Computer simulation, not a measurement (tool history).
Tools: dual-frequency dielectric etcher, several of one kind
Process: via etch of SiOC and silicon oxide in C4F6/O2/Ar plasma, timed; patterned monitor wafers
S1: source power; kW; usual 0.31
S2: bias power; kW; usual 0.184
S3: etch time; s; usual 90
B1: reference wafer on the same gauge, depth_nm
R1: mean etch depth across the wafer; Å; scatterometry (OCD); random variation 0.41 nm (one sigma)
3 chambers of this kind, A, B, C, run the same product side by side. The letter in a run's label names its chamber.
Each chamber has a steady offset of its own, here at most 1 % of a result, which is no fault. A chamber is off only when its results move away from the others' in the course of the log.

run   hour    S1     S2    S3      B1      R1
       1.4  -- chamber B: wet clean of the chamber
 1B    8.9  0.31  0.184    90  77.826  919.69
 2A   13.1  0.31  0.184    90  77.853  926.74
 3C   20.7  0.31  0.184    90  77.768  924.87
 4B   30.2  0.31  0.184    90  77.849  920.91
 5C   38.6  0.31  0.184    90  77.737  924.69
 6A   44.2  0.36  0.184    90  77.842  971.02
 7B   50.4  0.36  0.184    90  77.783  969.82
 8C   59.5  0.36  0.184    90  77.729  975.66
 9A   64.9  0.31  0.184    90   77.77  920.87
10A   74.3  0.31  0.184    90  77.731   918.3
11B   82.4  0.31  0.184    90  77.857  930.55
12C   91.9  0.31  0.184    90  77.788  921.63
13B   96.3  0.31  0.184    90  77.829  934.38
14A  105.8  0.31  0.184    90  77.761  925.08
15C  110.3  0.31  0.184    90  77.781  924.63
16B  115.4  0.31  0.184    90  77.835  931.24
17A  124.5  0.31  0.184    90  77.723     924
18C  130.2  0.31  0.184    90  77.714  924.56
     133.8  -- chamber A: wet clean of the chamber
19B  135.3  0.31  0.158  67.5  77.954  656.76
20C  144.8  0.31  0.158  67.5  77.835  656.99
21A  151.9  0.31  0.158  67.5  77.716     661
22C  157.5  0.31  0.184    90  77.821  917.46

All 3 chambers run these settings next. Forecast each chamber's results:
23A  164.4  0.31  0.168  90       ?
23B  164.4  0.31  0.168  90       ?
23C  164.4  0.31  0.168  90       ?

run      R1
23A  895.39
23B  897.16
23C  897.44
